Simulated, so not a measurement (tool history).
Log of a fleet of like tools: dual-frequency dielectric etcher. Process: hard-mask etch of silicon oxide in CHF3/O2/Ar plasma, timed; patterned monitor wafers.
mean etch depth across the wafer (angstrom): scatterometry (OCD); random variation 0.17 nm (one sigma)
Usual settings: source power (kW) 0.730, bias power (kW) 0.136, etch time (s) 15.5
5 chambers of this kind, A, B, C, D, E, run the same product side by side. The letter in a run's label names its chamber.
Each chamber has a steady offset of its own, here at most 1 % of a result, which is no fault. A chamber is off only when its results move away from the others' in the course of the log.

run	day	source power (kW)	bias power (kW)	etch time (s)	read-back reference wafer on the same gauge, depth_nm	mean etch depth across the wafer (angstrom)
1E	0.312	0.730	0.136	15.5	30.602	301.47
2D	0.546	0.730	0.136	15.5	30.624	300.84
3C	0.879	0.730	0.136	15.5	30.623	303.91
4B	1.183	0.730	0.136	15.5	30.593	304.70
5A	1.596	0.730	0.136	15.5	30.607	301.73
6A	2.000	0.820	0.136	19.5	30.573	400.27
7C	2.288	0.820	0.136	19.5	30.581	403.98
8B	2.700	0.820	0.136	19.5	30.562	400.73
9D	3.088	0.820	0.136	19.5	30.548	394.45
10E	3.325	0.820	0.136	19.5	30.594	397.74
11A	3.692	0.730	0.136	18.0	30.637	349.40
12B	3.996	0.730	0.136	18.0	30.574	351.55
13C	4.338	0.730	0.136	18.0	30.608	354.90
14E	4.538	0.730	0.136	18.0	30.600	353.47
15D	4.825	0.730	0.136	18.0	30.615	350.11
16A	5.192	0.730	0.136	15.5	30.602	302.64
17C	5.429	0.730	0.136	15.5	30.557	308.79
18E	5.796	0.730	0.136	15.5	30.629	301.67
19D	6.112	0.730	0.136	15.5	30.604	298.80
20B	6.400	0.730	0.136	15.5	30.617	303.92
21D	6.829	0.730	0.136	15.5	30.650	302.81
22B	7.021	0.730	0.136	15.5	30.613	304.61
23E	7.421	0.730	0.136	15.5	30.570	304.06
24A	7.733	0.730	0.136	15.5	30.585	305.22
25C	8.058	0.730	0.136	15.5	30.646	303.72
# day 8.162: chamber B: wet clean of the chamber
26D	8.258	0.730	0.136	15.5	30.611	300.96
27E	8.667	0.730	0.136	15.5	30.531	299.86
28C	8.962	0.730	0.136	15.5	30.581	306.52
29B	9.275	0.730	0.136	15.5	30.598	316.11
30A	9.692	0.730	0.136	15.5	30.640	303.19
31D	10.117	0.730	0.136	15.5	30.585	300.03
32B	10.338	0.730	0.136	15.5	30.548	314.93
# day 10.429: chamber A: wet clean of the chamber
33E	10.708	0.730	0.136	15.5	30.639	307.00
34C	11.079	0.730	0.136	15.5	30.578	307.63
35A	11.408	0.730	0.136	15.5	30.617	302.14
# day 11.462: chamber C: bias power generator calibrated
36B	11.825	0.730	0.105	18.0	30.607	341.58
37C	12.062	0.730	0.105	18.0	30.614	326.80
38E	12.433	0.730	0.105	18.0	30.592	324.97
39D	12.783	0.730	0.105	18.0	30.604	322.40
40A	13.079	0.730	0.105	18.0	30.592	321.63
41C	13.400	0.730	0.136	15.5	30.588	303.05

What goes on in this fleet: one chamber off, a drifting gauge, or nothing beyond the chambers' own small offsets? Name the chamber and the cause, if any.

A service left chamber B off against the others.
Cause: etch rate over this chamber's usual, % = 4.43.

Here are 4 candidates for chamber B's next run, each the usual settings with a change, their results left as question marks. Which one brings its results back in line with what the others give on the usual settings?
In line means no further than this from the other chambers' mean on the usual settings: mean etch depth across the wafer (angstrom) 6.00
42B-1	13.708	0.640	0.136	15.5		?
42B-2	13.708	0.720	0.134	14.5		?
42B-3	13.708	0.730	0.136	17.0		?
42B-4	13.708	0.820	0.136	15.5		?

The other chambers' mean on the usual settings: mean etch depth across the wafer (angstrom) 302.40
run	mean etch depth across the wafer (angstrom)
42B-1	301.03
42B-2	293.72
42B-3	347.83
42B-4	332.10
42B-1 brings the chamber back in line.
